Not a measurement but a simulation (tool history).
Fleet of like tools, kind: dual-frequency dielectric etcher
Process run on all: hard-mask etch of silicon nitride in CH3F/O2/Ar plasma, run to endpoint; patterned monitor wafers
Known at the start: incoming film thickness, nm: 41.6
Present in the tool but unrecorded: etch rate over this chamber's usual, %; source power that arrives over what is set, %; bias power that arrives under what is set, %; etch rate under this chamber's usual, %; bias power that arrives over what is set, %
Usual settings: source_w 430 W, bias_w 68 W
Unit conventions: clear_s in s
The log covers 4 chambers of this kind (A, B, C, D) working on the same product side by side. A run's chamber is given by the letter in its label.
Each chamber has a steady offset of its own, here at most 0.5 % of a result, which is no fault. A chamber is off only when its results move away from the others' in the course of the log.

| run | hour | source_w | bias_w | hours since the last wet clean | hours since the last source power generator calibration | hours since the last bias power generator calibration | clear_s |
|---|---|---|---|---|---|---|---|
| 1D | 6.4 | 430 | 68 | 281.2 | 1361.6 | 140.8 | 59.723 |
| 2C | 10.8 | 430 | 68 | 463.1 | 4212 | 3989 | 60.087 |
| 3A | 19.4 | 430 | 68 | 343.8 | 2508.6 | 1274.5 | 59.892 |
| 4B | 23.9 | 430 | 68 | 242.2 | 1209.1 | 1942.9 | 59.757 |
| 5A | 29.9 | 430 | 68 | 354.3 | 2519.1 | 1285 | 59.325 |
| 6B | 35.8 | 430 | 68 | 254.1 | 1221 | 1954.8 | 59.485 |
| 7D | 43.6 | 430 | 68 | 318.4 | 1398.8 | 178 | 59.768 |
| 8C | 52.5 | 430 | 68 | 504.8 | 4253.7 | 4030.7 | 59.156 |
| 9B | 57 | 460 | 57 | 275.3 | 1242.2 | 1976 | 61.54 |
| 10C | 63.9 | 460 | 57 | 516.2 | 4265.1 | 4042.1 | 61.5 |
| 11A | 68.3 | 460 | 57 | 392.7 | 2557.5 | 1323.4 | 61.445 |
| 12D | 78.2 | 460 | 57 | 353 | 1433.4 | 212.6 | 61.552 |
| 13D | 88 | 430 | 68 | 362.8 | 1443.2 | 222.4 | 59.742 |
| 14C | 95.6 | 430 | 68 | 547.9 | 4296.8 | 4073.8 | 59.352 |
| 15B | 103.6 | 430 | 68 | 321.9 | 1288.8 | 2022.6 | 59.933 |
| 16A | 108.8 | 430 | 68 | 433.2 | 2598 | 1363.9 | 59.619 |
| 17D | 115.7 | 430 | 68 | 390.5 | 1470.9 | 250.1 | 59.682 |
| 18B | 125.5 | 430 | 68 | 343.8 | 1310.7 | 2044.5 | 60.21 |
| 19A | 132.9 | 360 | 74 | 457.3 | 2622.1 | 1388 | 62.007 |
|  | 133.9 | chamber B: wet clean of the chamber |
| 20C | 137.7 | 360 | 74 | 590 | 4338.9 | 4115.9 | 61.66 |
| 21A | 143.5 | 360 | 74 | 467.9 | 2632.7 | 1398.6 | 61.555 |
| 22B | 148.3 | 360 | 74 | 14.5 | 1333.5 | 2067.3 | 61.796 |
| 23D | 153.4 | 430 | 68 | 428.2 | 1508.6 | 287.8 | 59.627 |
| 24C | 158 | 430 | 68 | 610.3 | 4359.2 | 4136.2 | 59.496 |
| 25B | 167.6 | 380 | 59 | 33.8 | 1352.8 | 2086.6 | 65.309 |
|  | 170.4 | chamber C: bias power generator calibrated |
| 26A | 172.9 | 380 | 59 | 497.3 | 2662.1 | 1428 | 66.308 |
| 27C | 177.9 | 380 | 59 | 630.2 | 4379.1 | 7.6 | 65.764 |
| 28D | 183.4 | 380 | 59 | 458.2 | 1538.6 | 317.8 | 65.432 |
|  | 185 | chamber C: wet clean of the chamber |
| 29C | 192.5 | 430 | 68 | 7.5 | 4393.7 | 22.2 | 59.369 |
| 30B | 199.1 | 430 | 68 | 65.3 | 1384.3 | 2118.1 | 59.694 |
| 31A | 209 | 430 | 68 | 533.4 | 2698.2 | 1464.1 | 60.088 |
| 32D | 215.1 | 430 | 68 | 489.9 | 1570.3 | 349.5 | 59.48 |
| 33B | 224.2 | 430 | 68 | 90.4 | 1409.4 | 2143.2 | 59.601 |
| 34A | 230.3 | 430 | 68 | 554.7 | 2719.5 | 1485.4 | 59.463 |
| 35D | 237.9 | 480 | 74 | 512.7 | 1593.1 | 372.3 | 55.916 |
| 36C | 245.6 | 480 | 74 | 60.6 | 4446.8 | 75.3 | 55.289 |

Read the log: is a single chamber off, either drifting away or since a service, is the gauge that measures every chamber drifting, or is nothing wrong beyond small per-chamber offsets? Name any odd chamber and what most likely caused it.

No chamber stands off beyond its own small offset, and the gauge holds steady.
